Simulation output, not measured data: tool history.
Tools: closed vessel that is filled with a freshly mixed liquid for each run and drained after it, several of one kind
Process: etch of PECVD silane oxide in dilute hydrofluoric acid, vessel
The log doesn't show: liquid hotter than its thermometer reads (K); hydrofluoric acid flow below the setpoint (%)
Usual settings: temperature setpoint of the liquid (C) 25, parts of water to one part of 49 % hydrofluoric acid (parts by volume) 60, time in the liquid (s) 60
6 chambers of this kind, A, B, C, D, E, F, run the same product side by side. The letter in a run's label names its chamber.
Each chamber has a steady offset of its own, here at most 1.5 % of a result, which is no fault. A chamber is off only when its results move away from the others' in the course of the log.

run,day,temperature setpoint of the liquid (C),parts of water to one part of 49 % hydrofluoric acid (parts by volume),time in the liquid (s),hours since the thermometer was replaced,hours since the hydrofluoric acid flow meter was replaced,"read-back film thickness of the PECVD silane oxide reference wafer, read on the same gauge (nm)",thickness taken off the PECVD silane oxide on a monitor wafer (Å)
1D,0.212,25,60,60,2004.7,240.1,150.01,472.17
2C,0.433,25,60,60,1033.7,424.5,149.97,481.14
3A,0.775,25,60,60,307.3,926.7,150.01,477.28
4E,1.058,25,60,60,680.8,107.1,149.98,480.04
5B,1.342,25,60,60,472,228.8,150.04,480.51
6F,1.579,25,60,60,468.7,514.9,150,473.75
7A,1.817,25,60,60,332.3,951.7,149.97,473.41
8E,2.129,25,45,40,706.5,132.8,150,436.22
9C,2.454,25,45,40,1082.2,473,149.96,436.37
10F,2.642,25,45,40,494.2,540.4,150.02,428.49
11D,2.967,25,45,40,2070.8,306.2,150.03,428.53
12B,3.192,25,45,40,516.4,273.2,149.98,436.26
13B,3.417,25,45,40,521.8,278.6,150.02,439.7
14D,3.604,25,60,60,2086.1,321.5,149.98,470.34
15C,3.775,25,60,60,1113.9,504.7,150,481.43
16A,3.967,25,60,60,383.9,1003.3,149.98,477.01
17E,4.279,25,60,60,758.1,184.4,150.02,480.79
18F,4.504,25,60,60,538.9,585.1,149.99,462.73
19A,4.825,25,60,60,404.5,1023.9,150.02,478.14
20D,5.083,25,60,35,2121.6,357,150.01,276.3
21B,5.308,25,60,35,567.2,324,150,281.47
22C,5.575,25,60,35,1157.1,547.9,149.99,281.85
23E,5.892,25,60,35,796.8,223.1,149.98,281.81
24F,6.05,25,60,35,576,622.2,149.99,269.61
25D,6.388,25,60,35,2152.9,388.3,149.99,277.97
26B,6.588,25,60,60,597.9,354.7,149.99,483.41
27A,6.808,25,60,60,452.1,1071.5,150.03,479.24
28E,7.117,25,60,60,826.2,252.5,150.05,478.36
29F,7.433,25,60,60,609.2,655.4,150.02,456.57
30C,7.671,25,60,60,1207.4,598.2,150.02,478.4
31A,7.971,25,60,60,480,1099.4,150.01,476.78
32F,8.179,25,60,60,627.1,673.3,150.02,452.11
33D,8.488,25,60,60,2203.3,438.7,150,472.5
34B,8.65,25,60,60,647.4,404.2,149.99,480.41
35C,8.892,25,60,60,1236.7,627.5,150.03,482.08
36E,9.083,25,60,60,873.4,299.7,149.95,483.45
37C,9.412,25,60,60,1249.2,640,149.98,477.53
38B,9.708,25,60,60,672.8,429.6,149.99,481.86
39F,9.962,25,60,60,669.9,716.1,150.01,451.47
40E,10.212,25,60,60,900.5,326.8,149.98,482.45

What goes on in this fleet: one chamber off, a drifting gauge, or nothing beyond the chambers' own small offsets? Name the chamber and the cause, if any.

Chamber F drifts away from the others.
Cause: hydrofluoric acid flow below the setpoint (%) = 5.01.
The log may not tell that from: liquid colder than its thermometer reads (K).

Here are 4 candidates for chamber F's next run, each the usual settings with a change, their results left as question marks. Which one brings its results back in line with what the others give on the usual settings?
In line means no further than this from the other chambers' mean on the usual settings: thickness taken off the PECVD silane oxide on a monitor wafer (Å) 7.3
41F-1,10.462,25.5,60,65,,,,?
41F-2,10.462,23.5,60,60,,,,?
41F-3,10.462,26.5,60,60,,,,?
41F-4,10.462,22.5,60,60,,,,?

The other chambers' mean on the usual settings: thickness taken off the PECVD silane oxide on a monitor wafer (Å) 478.58
run,thickness taken off the PECVD silane oxide on a monitor wafer (Å)
41F-1,496.39
41F-2,423.02
41F-3,476.75
41F-4,406.34
41F-3 brings the chamber back in line.

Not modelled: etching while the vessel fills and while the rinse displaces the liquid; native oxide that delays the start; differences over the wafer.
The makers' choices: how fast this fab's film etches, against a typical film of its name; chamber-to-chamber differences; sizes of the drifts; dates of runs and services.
